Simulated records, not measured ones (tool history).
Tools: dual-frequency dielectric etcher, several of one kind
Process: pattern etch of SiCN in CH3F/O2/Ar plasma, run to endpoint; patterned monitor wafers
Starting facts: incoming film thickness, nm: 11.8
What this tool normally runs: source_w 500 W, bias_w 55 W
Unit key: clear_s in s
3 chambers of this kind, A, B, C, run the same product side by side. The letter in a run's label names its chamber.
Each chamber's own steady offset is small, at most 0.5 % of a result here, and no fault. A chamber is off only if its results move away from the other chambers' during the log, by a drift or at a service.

run   hour  source_w  bias_w  hours since the last wet clean  hours since the last source power generator calibration  hours since the last bias power generator calibration  clear_s
 1C   11.7       500      55                           254.6                                                     1387                                                  194.6   31.471
 2B   17.1       500      55                           248.4                                                     1965                                                 1310.5   32.108
 3A   22.7       500      55                             387                                                   1498.8                                                   3058   31.818
 4A     32       500      55                           396.3                                                   1508.1                                                 3067.3   31.548
 5B   39.6       500      49                           270.9                                                   1987.5                                                   1333   33.252
 6C   51.2       500      49                           294.1                                                   1426.5                                                  234.1   32.856
 7A   60.9       500      49                           425.2                                                     1537                                                 3096.2   32.891
 8B   71.4       500      55                           302.7                                                   2019.3                                                 1364.8   31.792
 9C     82       500      55                           324.9                                                   1457.3                                                  264.9   32.047
10C   91.6       500      55                           334.5                                                   1466.9                                                  274.5   32.167
11A  103.1       500      55                           467.4                                                   1579.2                                                 3138.4    31.66
     108.1  -- chamber A: wet clean of the chamber
12B  113.3       500      55                           344.6                                                   2061.2                                                 1406.7   31.342
     123.8  -- chamber C: wet clean of the chamber
13C  124.9       450      59                             1.1                                                   1500.2                                                  307.8   31.862
14A  134.4       450      59                            26.4                                                   1610.5                                                 3169.7   31.413
15B  141.5       450      59                           372.8                                                   2089.4                                                 1434.9   32.071
16B  150.6       500      55                           381.9                                                   2098.5                                                   1444   31.732
17A  159.2       500      55                            51.2                                                   1635.3                                                 3194.5   30.471
18C  170.3       500      55                            46.5                                                   1545.6                                                  353.2   31.549
19A    176       500      55                              68                                                   1652.1                                                 3211.3   30.649
20C  183.5       500      55                            59.7                                                   1558.8                                                  366.4   32.354
21B  194.6       430      55                           425.9                                                   2142.5                                                   1488   33.459
22A  203.2       430      55                            95.2                                                   1679.3                                                 3238.5   32.634
23B  215.2       430      55                           446.5                                                   2163.1                                                 1508.6   33.601
24C  226.8       500      55                             103                                                   1602.1                                                  409.7   31.584
     228.5  -- chamber B: wet clean of the chamber
25C  232.9       500      55                           109.1                                                   1608.2                                                  415.8   31.935
26B  240.5       440      55                              12                                                   2188.4                                                 1533.9   32.647
27A    252       440      55                             144                                                   1728.1                                                 3287.3   31.758

Next, all 3 chambers run the settings below, one line each with question marks for the results. What does each chamber give?
28A  261.1       610      55                                                                                                                                                        ?
28B  261.1       610      55                                                                                                                                                        ?
28C  261.1       610      55                                                                                                                                                        ?

run  clear_s
28A   28.212
28B   29.944
28C   29.289
